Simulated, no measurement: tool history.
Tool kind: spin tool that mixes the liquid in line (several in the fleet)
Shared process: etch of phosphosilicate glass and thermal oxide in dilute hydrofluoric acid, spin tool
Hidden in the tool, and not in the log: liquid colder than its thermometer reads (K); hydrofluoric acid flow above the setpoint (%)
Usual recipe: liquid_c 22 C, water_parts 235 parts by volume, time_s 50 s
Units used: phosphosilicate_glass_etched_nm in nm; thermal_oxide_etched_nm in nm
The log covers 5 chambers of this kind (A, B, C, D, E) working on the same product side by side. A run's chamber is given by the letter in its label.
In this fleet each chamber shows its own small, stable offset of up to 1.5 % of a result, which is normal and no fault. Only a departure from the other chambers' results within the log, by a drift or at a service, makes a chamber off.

run     day  liquid_c  water_parts  time_s  hours since the thermometer was replaced  hours since the hydrofluoric acid flow meter was replaced  read-back film thickness of the phosphosilicate glass reference wafer, read on the same gauge (nm)  read-back film thickness of the thermal oxide reference wafer, read on the same gauge (nm)  phosphosilicate_glass_etched_nm  thermal_oxide_etched_nm
 1A   0.321        22          235      50                                    1530.6                                                      415.5                                                                                              59.948                                                                                      139.99                           17.161                  0.80993
 2E   0.825        22          235      50                                    2032.3                                                      326.7                                                                                              60.013                                                                                      140.01                           17.485                  0.83374
 3B   1.179        22          235      50                                       925                                                     1319.2                                                                                              59.991                                                                                      139.97                           17.131                  0.75974
 4D   1.575        22          235      50                                     832.5                                                        207                                                                                              59.972                                                                                      140.02                           17.256                  0.82364
 5C   1.858        22          235      50                                    2229.7                                                      389.2                                                                                              59.973                                                                                      139.97                           17.319                  0.81941
 6E     2.2        22          235      50                                    2065.3                                                      359.7                                                                                              59.995                                                                                      139.93                           17.218                  0.88981
 7C   2.838        22          235      50                                    2253.2                                                      412.7                                                                                              59.981                                                                                      140.04                           17.094                  0.83907
 8D    3.25        25          235      50                                     872.7                                                      247.2                                                                                              60.015                                                                                      139.96                           19.137                  0.88249
 9B   3.688        25          235      50                                     985.2                                                     1379.4                                                                                              60.015                                                                                      140.03                           19.254                  0.89969
10A   4.188        25          235      50                                    1623.4                                                      508.3                                                                                              60.004                                                                                      140.01                           19.319                  0.92958
      4.504  -- chamber B: thermometer replaced
11C   4.596        25          235      50                                    2295.4                                                      454.9                                                                                              60.006                                                                                      139.97                           19.347                  0.90889
12A   5.054        25          235      50                                    1644.2                                                      529.1                                                                                               60.02                                                                                         140                           19.055                  0.89678
13D   5.479        22          235      50                                     926.2                                                      300.7                                                                                              59.987                                                                                      140.02                           17.183                  0.81687
14B   5.996        22          235      50                                      35.8                                                     1434.8                                                                                              60.029                                                                                         140                           17.204                  0.77587
      6.154  -- chamber A: hydrofluoric acid flow meter replaced
15E   6.558        22          235      50                                    2169.9                                                      464.3                                                                                              60.009                                                                                      140.02                           17.233                  0.80658
16C   6.962        22          320      50                                    2352.2                                                      511.7                                                                                              59.997                                                                                      140.02                           11.433                  0.52933
17A   7.571        22          320      50                                    1704.6                                                       34.1                                                                                              60.015                                                                                      139.99                           11.453                  0.52026
18B   8.192        22          320      50                                      88.5                                                     1487.5                                                                                              60.035                                                                                      139.93                           11.893                  0.57126
19E   8.621        22          320      50                                    2219.4                                                      513.8                                                                                              59.993                                                                                      140.03                           11.644                  0.54626
20D   9.162        22          320      50                                    1014.6                                                      389.1                                                                                                  60                                                                                      140.02                           11.589                  0.53374
21D   9.771      17.5          235      50                                    1029.2                                                      403.7                                                                                              59.964                                                                                      139.99                           14.377                  0.69546
22A  10.079      17.5          235      50                                    1764.8                                                       94.3                                                                                              59.986                                                                                      139.96                            14.51                  0.66253
23E  10.367      17.5          235      50                                    2261.3                                                      555.7                                                                                              59.994                                                                                      139.99                            14.56                  0.70484
24B  10.688      17.5          235      50                                     148.4                                                     1547.4                                                                                              59.981                                                                                      140.03                           14.569                  0.63534
25C   11.25      17.5          235      50                                    2455.1                                                      614.6                                                                                              60.043                                                                                      140.02                           14.618                  0.68993
26E  11.775        22          235      50                                    2295.1                                                      589.5                                                                                              60.023                                                                                         140                           17.629                  0.76551
27C  12.112        22          235      50                                    2475.8                                                      635.3                                                                                              60.058                                                                                      140.03                           17.017                  0.79298
28B  12.604        22          235      50                                     194.4                                                     1593.4                                                                                              59.997                                                                                      140.01                           17.043                  0.80419
29A  13.042        22          235      50                                    1835.9                                                      165.4                                                                                              59.941                                                                                      139.97                            17.19                  0.83907
30D  13.625        22          235      50                                    1121.7                                                      496.2                                                                                              59.986                                                                                      140.05                           17.136                  0.80779
31C  14.125        22          235      50                                    2524.1                                                      683.6                                                                                              60.013                                                                                      140.07                           17.195                  0.83008
32D  14.621        22          235      50                                    1145.6                                                      520.1                                                                                              60.006                                                                                      139.98                           17.162                  0.78942
33E  15.067        22          235      50                                    2374.1                                                      668.5                                                                                                  60                                                                                      139.99                           17.414                  0.80798
     15.683  -- chamber C: thermometer replaced
34B  15.683        18          120      50                                     268.3                                                     1667.3                                                                                              60.012                                                                                      140.01                           32.222                   1.5117
35A  16.183        18          120      50                                    1911.3                                                      240.8                                                                                               59.99                                                                                      139.99                           32.949                   1.5759
36C  16.654        18          120      50                                      23.3                                                      744.3                                                                                              60.034                                                                                      139.96                           33.043                   1.6657
37B  17.012        18          120      50                                     300.2                                                     1699.2                                                                                              60.013                                                                                      140.03                           32.029                   1.5267
38D  17.654        18          120      50                                    1218.4                                                      592.9                                                                                              60.007                                                                                      140.02                           32.928                   1.4639
39E  18.121        22          235      50                                    2447.4                                                      741.8                                                                                              60.006                                                                                      139.99                           17.436                  0.83201
40A  18.767        22          235      50                                    1973.3                                                      302.8                                                                                              60.011                                                                                      139.96                           17.326                  0.79429
41D  19.392        22          235      50                                    1260.1                                                      634.6                                                                                              59.969                                                                                      140.04                           16.937                  0.81497
42A  19.904        22          235      50                                    2000.6                                                      330.1                                                                                              59.995                                                                                      140.02                           17.221                  0.83577

All 5 chambers run these settings next. Forecast each chamber's results:
43A  20.371        22          235      50                                                                                                                                                                                                                                                                                                                                     ?                        ?
43B  20.371        22          235      50                                                                                                                                                                                                                                                                                                                                     ?                        ?
43C  20.371        22          235      50                                                                                                                                                                                                                                                                                                                                     ?                        ?
43D  20.371        22          235      50                                                                                                                                                                                                                                                                                                                                     ?                        ?
43E  20.371        22          235      50                                                                                                                                                                                                                                                                                                                                     ?                        ?

run  phosphosilicate_glass_etched_nm  thermal_oxide_etched_nm
43A                           17.057                  0.80823
43B                           17.357                  0.86291
43C                           17.299                  0.88966
43D                           17.226                  0.82915
43E                           17.299                  0.74697

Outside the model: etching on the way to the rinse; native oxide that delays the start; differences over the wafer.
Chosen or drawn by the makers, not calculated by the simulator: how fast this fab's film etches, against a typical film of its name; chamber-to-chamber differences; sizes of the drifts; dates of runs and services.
